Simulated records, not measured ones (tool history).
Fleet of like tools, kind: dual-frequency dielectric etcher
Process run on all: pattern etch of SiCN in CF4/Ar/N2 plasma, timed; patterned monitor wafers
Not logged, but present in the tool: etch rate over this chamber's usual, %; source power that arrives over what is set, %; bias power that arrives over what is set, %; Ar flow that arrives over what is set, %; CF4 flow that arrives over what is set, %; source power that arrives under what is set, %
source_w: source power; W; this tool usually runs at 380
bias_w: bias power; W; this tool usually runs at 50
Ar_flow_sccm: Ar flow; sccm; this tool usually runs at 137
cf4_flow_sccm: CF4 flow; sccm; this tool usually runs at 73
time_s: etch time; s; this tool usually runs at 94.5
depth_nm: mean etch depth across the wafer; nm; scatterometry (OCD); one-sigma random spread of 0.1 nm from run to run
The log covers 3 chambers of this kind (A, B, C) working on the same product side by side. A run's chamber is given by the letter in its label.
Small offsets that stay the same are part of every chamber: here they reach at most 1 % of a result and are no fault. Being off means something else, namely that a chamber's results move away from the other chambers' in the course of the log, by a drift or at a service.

| run | hour | source_w | bias_w | Ar_flow_sccm | cf4_flow_sccm | time_s | hours since the last wet clean | hours since the last source power generator calibration | hours since the last bias power generator calibration | hours since the last Ar flow controller change | hours since the last CF4 flow controller change | read-back reference wafer on the same gauge, depth_nm | depth_nm |
|---|---|---|---|---|---|---|---|---|---|---|---|---|---|
| 1A | 10.6 | 380 | 50 | 137 | 73 | 94.5 | 285.3 | 2223 | 3699.6 | 2777.8 | 3933.1 | 49.095 | 59.33 |
| 2B | 18.3 | 380 | 50 | 137 | 73 | 94.5 | 240.4 | 2872.8 | 3938.7 | 3469.1 | 1216.9 | 49.121 | 58.811 |
| 3C | 30.7 | 380 | 50 | 137 | 73 | 94.5 | 230.9 | 1842.2 | 3012.8 | 2534.7 | 4819.1 | 49.144 | 58.741 |
| 4A | 40.5 | 380 | 50 | 137 | 73 | 94.5 | 315.2 | 2252.9 | 3729.5 | 2807.7 | 3963 | 49.136 | 59.302 |
| 5B | 52.2 | 380 | 50 | 137 | 73 | 70.5 | 274.3 | 2906.7 | 3972.6 | 3503 | 1250.8 | 49.146 | 43.96 |
| 6C | 60.5 | 380 | 50 | 137 | 73 | 70.5 | 260.7 | 1872 | 3042.6 | 2564.5 | 4848.9 | 49.162 | 43.746 |
| 7C | 69.9 | 380 | 50 | 137 | 73 | 70.5 | 270.1 | 1881.4 | 3052 | 2573.9 | 4858.3 | 49.198 | 43.598 |
| 8B | 81.6 | 380 | 50 | 137 | 73 | 94.5 | 303.7 | 2936.1 | 4002 | 3532.4 | 1280.2 | 49.191 | 58.786 |
| 9A | 93.4 | 380 | 50 | 137 | 73 | 94.5 | 368.1 | 2305.8 | 3782.4 | 2860.6 | 4015.9 | 49.215 | 59.486 |
| 10C | 106.5 | 380 | 50 | 137 | 73 | 94.5 | 306.7 | 1918 | 3088.6 | 2610.5 | 4894.9 | 49.23 | 58.789 |
| 11A | 120 | 380 | 50 | 111 | 82 | 94.5 | 394.7 | 2332.4 | 3809 | 2887.2 | 4042.5 | 49.237 | 63.168 |
| 12B | 127.4 | 380 | 50 | 111 | 82 | 94.5 | 349.5 | 2981.9 | 4047.8 | 3578.2 | 1326 | 49.263 | 62.368 |
| 13C | 134.8 | 380 | 50 | 111 | 82 | 94.5 | 335 | 1946.3 | 3116.9 | 2638.8 | 4923.2 | 49.267 | 62.19 |
| 14B | 142.6 | 380 | 50 | 137 | 73 | 94.5 | 364.7 | 2997.1 | 4063 | 3593.4 | 1341.2 | 49.272 | 58.942 |
| 15A | 150.9 | 380 | 50 | 137 | 73 | 94.5 | 425.6 | 2363.3 | 3839.9 | 2918.1 | 4073.4 | 49.276 | 59.434 |
| 16C | 163.7 | 380 | 50 | 137 | 73 | 94.5 | 363.9 | 1975.2 | 3145.8 | 2667.7 | 4952.1 | 49.303 | 58.705 |
| 17B | 173 | 380 | 50 | 137 | 73 | 94.5 | 395.1 | 3027.5 | 4093.4 | 3623.8 | 1371.6 | 49.288 | 59.04 |
|  | 184.9 | chamber B: wet clean of the chamber |
| 18A | 185.3 | 330 | 50 | 137 | 73 | 82.5 | 460 | 2397.7 | 3874.3 | 2952.5 | 4107.8 | 49.32 | 45.806 |
| 19A | 192.4 | 330 | 50 | 137 | 73 | 82.5 | 467.1 | 2404.8 | 3881.4 | 2959.6 | 4114.9 | 49.332 | 45.781 |
| 20C | 205.6 | 330 | 50 | 137 | 73 | 82.5 | 405.8 | 2017.1 | 3187.7 | 2709.6 | 4994 | 49.352 | 45.35 |
| 21B | 212.3 | 380 | 50 | 137 | 73 | 94.5 | 27.4 | 3066.8 | 4132.7 | 3663.1 | 1410.9 | 49.328 | 59.045 |
| 22C | 218.1 | 380 | 50 | 137 | 73 | 94.5 | 418.3 | 2029.6 | 3200.2 | 2722.1 | 5006.5 | 49.348 | 58.833 |
| 23A | 228.9 | 380 | 50 | 137 | 73 | 94.5 | 503.6 | 2441.3 | 3917.9 | 2996.1 | 4151.4 | 49.381 | 59.601 |
| 24B | 239.2 | 380 | 62 | 137 | 73 | 94.5 | 54.3 | 3093.7 | 4159.6 | 3690 | 1437.8 | 49.416 | 63.604 |
| 25B | 249.7 | 380 | 62 | 137 | 73 | 94.5 | 64.8 | 3104.2 | 4170.1 | 3700.5 | 1448.3 | 49.39 | 63.595 |
| 26A | 256.2 | 380 | 62 | 137 | 73 | 94.5 | 530.9 | 2468.6 | 3945.2 | 3023.4 | 4178.7 | 49.416 | 64.189 |
| 27C | 269.1 | 380 | 50 | 137 | 73 | 94.5 | 469.3 | 2080.6 | 3251.2 | 2773.1 | 5057.5 | 49.407 | 59.013 |
| 28B | 276.9 | 380 | 50 | 137 | 73 | 94.5 | 92 | 3131.4 | 4197.3 | 3727.7 | 1475.5 | 49.424 | 58.915 |
| 29A | 288.2 | 380 | 50 | 137 | 73 | 94.5 | 562.9 | 2500.6 | 3977.2 | 3055.4 | 4210.7 | 49.456 | 59.755 |

Predict what each chamber gives when all 3 of them run the settings below next.
| 30A | 297.9 | 380 | 50 | 137 | 73 | 94.5 |  |  |  |  |  |  | ? |
| 30B | 297.9 | 380 | 50 | 137 | 73 | 94.5 |  |  |  |  |  |  | ? |
| 30C | 297.9 | 380 | 50 | 137 | 73 | 94.5 |  |  |  |  |  |  | ? |

| run | depth_nm |
|---|---|
| 30A | 59.526 |
| 30B | 59.159 |
| 30C | 58.86 |
